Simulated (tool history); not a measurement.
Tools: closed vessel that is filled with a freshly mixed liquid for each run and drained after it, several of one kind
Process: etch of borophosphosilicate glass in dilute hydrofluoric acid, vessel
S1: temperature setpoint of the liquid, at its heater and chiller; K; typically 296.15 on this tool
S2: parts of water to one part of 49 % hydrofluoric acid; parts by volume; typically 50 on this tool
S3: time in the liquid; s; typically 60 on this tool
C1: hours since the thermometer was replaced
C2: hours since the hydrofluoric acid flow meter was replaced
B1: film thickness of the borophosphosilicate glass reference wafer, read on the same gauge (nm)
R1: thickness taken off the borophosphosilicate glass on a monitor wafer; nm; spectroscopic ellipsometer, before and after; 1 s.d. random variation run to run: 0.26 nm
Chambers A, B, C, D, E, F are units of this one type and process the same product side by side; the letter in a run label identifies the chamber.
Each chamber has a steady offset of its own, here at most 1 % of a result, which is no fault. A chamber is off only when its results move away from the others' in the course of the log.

run	hour	S1	S2	S3	C1	C2	B1	R1
1C	7.8	296.15	50	60	1186.1	1100.4	80.023	37.522
2F	20.2	296.15	50	60	574.9	812.1	80.02	37.585
3D	31.8	296.15	50	60	1430.9	212.7	80.004	38.178
4E	39.1	296.15	50	60	504.1	580.2	80.025	37.482
# hour 45.5: chamber C: hydrofluoric acid flow meter replaced
5A	48.8	296.15	50	60	886.9	716.1	80	38.014
6B	55.9	296.15	50	60	112.3	2016	79.994	37.374
7C	68.6	296.15	50	95	1246.9	23.1	79.973	59.871
8E	75.9	296.15	50	95	540.9	617	80.029	59.552
9F	86.8	296.15	50	95	641.5	878.7	80.007	59.808
10A	98.3	296.15	50	95	936.4	765.6	79.995	59.411
11D	105.1	296.15	50	95	1504.2	286	80.007	60.135
# hour 108.7: chamber E: thermometer replaced
12B	117.6	296.15	50	95	174	2077.7	80.008	59.364
13A	130.8	296.15	50	60	968.9	798.1	80.006	37.391
# hour 130.9: chamber A: thermometer replaced
14C	137.8	296.15	50	60	1316.1	92.3	79.974	37.708
15B	147.2	296.15	50	60	203.6	2107.3	79.992	37.36
16F	161.5	296.15	50	60	716.2	953.4	80.008	37.785
17D	176.7	296.15	50	60	1575.8	357.6	80	37.963
18E	186.4	300.65	50	60	77.8	727.5	80.004	45.702
19A	195.6	300.65	50	60	64.7	862.9	80.038	45.328
20B	207.8	300.65	50	60	264.2	2167.9	79.978	45.177
21E	215.3	300.65	50	60	106.7	756.4	79.984	46.11
# hour 221.2: chamber B: hydrofluoric acid flow meter replaced
22C	230.6	300.65	50	60	1408.9	185.1	79.975	45.136
23D	243.5	300.65	50	60	1642.6	424.4	79.961	46.023
24F	257.8	296.15	50	60	812.5	1049.7	79.966	36.75
25B	269.5	296.15	50	60	325.9	48.3	80.023	37.277
26A	277	296.15	50	60	146.1	944.3	79.98	37.543
27E	288.6	296.15	50	60	180	829.7	79.992	37.708
28F	302.8	296.15	50	60	857.5	1094.7	80.004	36.674
29D	314.4	296.15	50	60	1713.5	495.3	80.024	37.641
30C	326.9	296.15	50	60	1505.2	281.4	79.999	36.952
31E	334.1	296.15	50	60	225.5	875.2	79.976	37.63
32A	347.9	298.15	50	60	217	1015.2	80.03	40.389
33F	358.6	298.15	50	60	913.3	1150.5	80.012	39.15
34B	374.1	298.15	50	60	430.5	152.9	80.003	40.421
35D	383.7	298.15	50	60	1782.8	564.6	79.996	40.708
36C	394.2	298.15	50	60	1572.5	348.7	80.003	40.174
37F	403.5	298.15	50	60	958.2	1195.4	79.96	38.657
38D	419	296.15	50	60	1818.1	599.9	80.003	38.134
# hour 425.8: chamber C: thermometer replaced
39E	428.9	296.15	50	60	320.3	970	79.983	37.994
40B	436.7	296.15	50	60	493.1	215.5	79.991	37.866
41A	444.3	296.15	50	60	313.4	1111.6	79.999	37.638
42C	458.6	296.15	50	60	32.9	413.1	80.016	37.365
43C	468.2	296.15	50	60	42.5	422.7	80.028	37.143
44F	479.4	296.15	50	60	1034.1	1271.3	79.982	34.769

Next, all 6 chambers run the settings below, one line each with question marks for the results. What does each chamber give?
45A	490.6	296.15	50	60				?
45B	490.6	296.15	50	60				?
45C	490.6	296.15	50	60				?
45D	490.6	296.15	50	60				?
45E	490.6	296.15	50	60				?
45F	490.6	296.15	50	60				?

run	R1
45A	37.582
45B	37.289
45C	37.846
45D	37.612
45E	37.728
45F	34.675

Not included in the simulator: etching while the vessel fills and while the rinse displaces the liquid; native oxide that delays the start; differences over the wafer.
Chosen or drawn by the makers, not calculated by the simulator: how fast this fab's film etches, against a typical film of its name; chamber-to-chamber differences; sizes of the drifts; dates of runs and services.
